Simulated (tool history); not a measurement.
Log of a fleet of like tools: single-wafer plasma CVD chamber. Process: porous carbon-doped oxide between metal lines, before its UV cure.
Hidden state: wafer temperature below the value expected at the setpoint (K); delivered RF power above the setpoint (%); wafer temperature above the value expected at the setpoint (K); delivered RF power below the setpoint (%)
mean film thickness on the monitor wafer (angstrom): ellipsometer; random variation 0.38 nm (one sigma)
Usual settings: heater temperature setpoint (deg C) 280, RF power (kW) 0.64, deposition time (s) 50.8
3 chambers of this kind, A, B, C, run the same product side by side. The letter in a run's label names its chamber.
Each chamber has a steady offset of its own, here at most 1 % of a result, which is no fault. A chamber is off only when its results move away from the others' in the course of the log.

| run | hour | heater temperature setpoint (deg C) | RF power (kW) | deposition time (s) | hours since the last thermocouple change | hours since the last RF generator calibration | read-back reference wafer on the same gauge, thickness_nm | mean film thickness on the monitor wafer (angstrom) |
|---|---|---|---|---|---|---|---|---|
| 1A | 12.6 | 280 | 0.64 | 50.8 | 1194.7 | 1069.2 | 402.13 | 3625.5 |
| 2C | 19.9 | 280 | 0.64 | 50.8 | 2351.9 | 79.9 | 402.1 | 3609.1 |
|  | 33.6 | chamber A: RF generator calibrated |
| 3B | 33.6 | 280 | 0.64 | 50.8 | 1056.3 | 522.8 | 402.14 | 3606.6 |
| 4B | 44.1 | 280 | 0.64 | 50.8 | 1066.8 | 533.3 | 402.18 | 3607.9 |
|  | 53.2 | chamber A: thermocouple changed; heater temperature recalibrated |
| 5C | 57.8 | 280 | 0.64 | 50.8 | 2389.8 | 117.8 | 402.26 | 3614.5 |
| 6A | 71.1 | 269 | 0.64 | 50.8 | 18 | 37.6 | 402.3 | 3899 |
| 7A | 85.6 | 269 | 0.64 | 50.8 | 32.5 | 52.1 | 402.5 | 3896.7 |
| 8C | 97.8 | 269 | 0.64 | 50.8 | 2429.8 | 157.8 | 402.53 | 3884.4 |
| 9B | 109 | 280 | 0.64 | 50.8 | 1131.7 | 598.2 | 402.57 | 3611.1 |
| 10B | 119.4 | 280 | 0.64 | 50.8 | 1142.1 | 608.6 | 402.68 | 3613.6 |
| 11C | 130.6 | 280 | 0.64 | 50.8 | 2462.6 | 190.6 | 402.78 | 3607.1 |
| 12A | 142.3 | 280 | 0.64 | 50.8 | 89.2 | 108.8 | 402.8 | 3628.4 |
| 13B | 151.5 | 280 | 0.64 | 50.8 | 1174.2 | 640.7 | 402.73 | 3611 |
| 14A | 164.5 | 280 | 0.52 | 50.8 | 111.4 | 131 | 402.91 | 3152.8 |
| 15C | 179.7 | 280 | 0.52 | 50.8 | 2511.7 | 239.7 | 402.99 | 3156.6 |
| 16A | 194.5 | 280 | 0.52 | 50.8 | 141.4 | 161 | 403.03 | 3159.7 |
| 17B | 202.8 | 268 | 0.64 | 50.8 | 1225.5 | 692 | 403.08 | 3918.9 |
|  | 208 | chamber C: thermocouple changed; heater temperature recalibrated |
| 18C | 212.2 | 268 | 0.64 | 50.8 | 4.2 | 272.2 | 403.15 | 3912 |
| 19A | 223.8 | 268 | 0.64 | 50.8 | 170.7 | 190.3 | 403.39 | 3933 |
| 20B | 237 | 280 | 0.64 | 50.8 | 1259.7 | 726.2 | 403.28 | 3620.7 |
| 21C | 249.9 | 280 | 0.64 | 50.8 | 41.9 | 309.9 | 403.27 | 3616.1 |
| 22A | 263.2 | 280 | 0.64 | 50.8 | 210.1 | 229.7 | 403.6 | 3632.9 |
| 23C | 275.5 | 280 | 0.64 | 50.8 | 67.5 | 335.5 | 403.56 | 3625.4 |
| 24B | 286 | 280 | 0.64 | 50.8 | 1308.7 | 775.2 | 403.62 | 3616.2 |
| 25A | 296.2 | 280 | 0.64 | 50.8 | 243.1 | 262.7 | 403.59 | 3638 |
| 26C | 304 | 280 | 0.64 | 50.8 | 96 | 364 | 403.58 | 3625.2 |

All 3 chambers run these settings next. Forecast each chamber's results:
| 27A | 314.9 | 268 | 0.64 | 50.8 |  |  |  | ? |
| 27B | 314.9 | 268 | 0.64 | 50.8 |  |  |  | ? |
| 27C | 314.9 | 268 | 0.64 | 50.8 |  |  |  | ? |

| run | mean film thickness on the monitor wafer (angstrom) |
|---|---|
| 27A | 3932.9 |
| 27B | 3912.1 |
| 27C | 3924.1 |
